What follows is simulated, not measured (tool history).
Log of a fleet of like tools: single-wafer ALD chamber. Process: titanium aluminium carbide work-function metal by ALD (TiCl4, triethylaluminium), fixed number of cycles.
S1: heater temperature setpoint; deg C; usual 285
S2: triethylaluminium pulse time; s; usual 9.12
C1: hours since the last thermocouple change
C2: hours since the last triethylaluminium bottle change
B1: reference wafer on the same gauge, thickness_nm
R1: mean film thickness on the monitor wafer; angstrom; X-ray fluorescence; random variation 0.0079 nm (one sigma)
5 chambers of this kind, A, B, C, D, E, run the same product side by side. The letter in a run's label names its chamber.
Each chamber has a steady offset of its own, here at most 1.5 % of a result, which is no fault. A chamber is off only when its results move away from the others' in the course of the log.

Run 1A, hour 13.2: usual settings; C1 1946.8; C2 767.1; B1 1.6995. Result: R1 18.482 angstrom.
Run 2B, hour 25.2: usual settings; C1 1403.6; C2 231.9; B1 1.7012. Result: R1 18.781 angstrom.
Run 3C, hour 32.8: usual settings; C1 2236.9; C2 656.0; B1 1.7003. Result: R1 18.294 angstrom.
Run 4D, hour 39.6: usual settings; C1 520.1; C2 528.3; B1 1.6995. Result: R1 18.348 angstrom.
Run 5E, hour 49.6: usual settings; C1 194.1; C2 377.8; B1 1.7011. Result: R1 18.471 angstrom.
Run 6A, hour 60.4: usual settings; C1 1994.0; C2 814.3; B1 1.7006. Result: R1 18.372 angstrom.
Run 7E, hour 67.2: usual settings; C1 211.7; C2 395.4; B1 1.6998. Result: R1 18.407 angstrom.
Run 8D, hour 78.3: usual settings but S1 277 deg C, S2 10.65 s; C1 558.8; C2 567.0; B1 1.6980. Result: R1 17.983 angstrom.
Run 9C, hour 85.1: usual settings but S1 277 deg C, S2 10.65 s; C1 2289.2; C2 708.3; B1 1.6993. Result: R1 17.959 angstrom.
Run 10B, hour 94.8: usual settings but S1 277 deg C, S2 10.65 s; C1 1473.2; C2 301.5; B1 1.7000. Result: R1 18.417 angstrom.
Run 11E, hour 101.5: usual settings but S1 277 deg C, S2 10.65 s; C1 246.0; C2 429.7; B1 1.7020. Result: R1 18.012 angstrom.
Run 12A, hour 114.1: usual settings but S1 277 deg C, S2 10.65 s; C1 2047.7; C2 868.0; B1 1.6998. Result: R1 18.020 angstrom.
Run 13B, hour 122.3: usual settings but S1 296 deg C, S2 12.37 s; C1 1500.7; C2 329.0; B1 1.7004. Result: R1 20.390 angstrom.
Run 14C, hour 131.4: usual settings but S1 296 deg C, S2 12.37 s; C1 2335.5; C2 754.6; B1 1.7012. Result: R1 19.960 angstrom.
Run 15D, hour 141.4: usual settings but S1 296 deg C, S2 12.37 s; C1 621.9; C2 630.1; B1 1.7007. Result: R1 20.041 angstrom.
Run 16D, hour 147.6: usual settings but S1 296 deg C, S2 12.37 s; C1 628.1; C2 636.3; B1 1.7003. Result: R1 19.914 angstrom.
At hour 151.8: chamber C: triethylaluminium bottle replaced.
Run 17C, hour 154.5: usual settings but S1 296 deg C, S2 12.37 s; C1 2358.6; C2 2.8; B1 1.7009. Result: R1 19.893 angstrom.
Run 18B, hour 164.9: usual settings; C1 1543.3; C2 371.6; B1 1.6994. Result: R1 18.772 angstrom.
Run 19E, hour 174.0: usual settings; C1 318.5; C2 502.2; B1 1.7000. Result: R1 18.436 angstrom.
Run 20A, hour 186.0: usual settings; C1 2119.6; C2 939.9; B1 1.7014. Result: R1 18.290 angstrom.
Run 21E, hour 196.4: usual settings but S2 6.06 s; C1 340.9; C2 524.6; B1 1.7004. Result: R1 16.855 angstrom.
Run 22B, hour 208.4: usual settings but S2 6.06 s; C1 1586.8; C2 415.1; B1 1.7011. Result: R1 17.176 angstrom.
Run 23D, hour 220.6: usual settings but S2 6.06 s; C1 701.1; C2 709.3; B1 1.6988. Result: R1 16.711 angstrom.
Run 24C, hour 232.8: usual settings but S2 6.06 s; C1 2436.9; C2 81.1; B1 1.6999. Result: R1 16.607 angstrom.
Run 25A, hour 239.9: usual settings but S2 6.06 s; C1 2173.5; C2 993.8; B1 1.6985. Result: R1 16.939 angstrom.
Run 26B, hour 248.2: usual settings but S1 273 deg C; C1 1626.6; C2 454.9; B1 1.7003. Result: R1 17.546 angstrom.
Run 27A, hour 254.8: usual settings but S1 273 deg C; C1 2188.4; C2 1008.7; B1 1.6999. Result: R1 17.397 angstrom.
Run 28E, hour 260.8: usual settings but S1 273 deg C; C1 405.3; C2 589.0; B1 1.6999. Result: R1 17.346 angstrom.
Run 29D, hour 274.0: usual settings but S1 273 deg C; C1 754.5; C2 762.7; B1 1.7030. Result: R1 17.203 angstrom.
Run 30C, hour 284.1: usual settings but S1 273 deg C; C1 2488.2; C2 132.4; B1 1.6997. Result: R1 17.410 angstrom.
Run 31A, hour 291.9: usual settings; C1 2225.5; C2 1045.8; B1 1.7004. Result: R1 18.607 angstrom.
Run 32D, hour 300.4: usual settings; C1 780.9; C2 789.1; B1 1.6992. Result: R1 18.401 angstrom.
Run 33C, hour 308.1: usual settings; C1 2512.2; C2 156.4; B1 1.7010. Result: R1 18.333 angstrom.
Run 34E, hour 314.9: usual settings; C1 459.4; C2 643.1; B1 1.7015. Result: R1 18.438 angstrom.
Run 35B, hour 323.0: usual settings; C1 1701.4; C2 529.7; B1 1.6994. Result: R1 18.766 angstrom.
Run 36B, hour 330.9: usual settings but S1 274 deg C, S2 11.09 s; C1 1709.3; C2 537.6; B1 1.7000. Result: R1 18.292 angstrom.
Run 37E, hour 339.7: usual settings but S1 274 deg C, S2 11.09 s; C1 484.2; C2 667.9; B1 1.6995. Result: R1 17.858 angstrom.
Run 38C, hour 348.9: usual settings but S1 274 deg C, S2 11.09 s; C1 2553.0; C2 197.2; B1 1.7013. Result: R1 17.739 angstrom.
Run 39D, hour 356.1: usual settings but S1 274 deg C, S2 11.09 s; C1 836.6; C2 844.8; B1 1.6992. Result: R1 17.875 angstrom.

All 5 chambers run these settings next. Forecast each chamber's results:
Run 40A, hour 365.9: usual settings. Result: R1 ?.
Run 40B, hour 365.9: usual settings. Result: R1 ?.
Run 40C, hour 365.9: usual settings. Result: R1 ?.
Run 40D, hour 365.9: usual settings. Result: R1 ?.
Run 40E, hour 365.9: usual settings. Result: R1 ?.

run      R1
40A  18.359
40B  18.671
40C  18.265
40D  18.258
40E  18.461

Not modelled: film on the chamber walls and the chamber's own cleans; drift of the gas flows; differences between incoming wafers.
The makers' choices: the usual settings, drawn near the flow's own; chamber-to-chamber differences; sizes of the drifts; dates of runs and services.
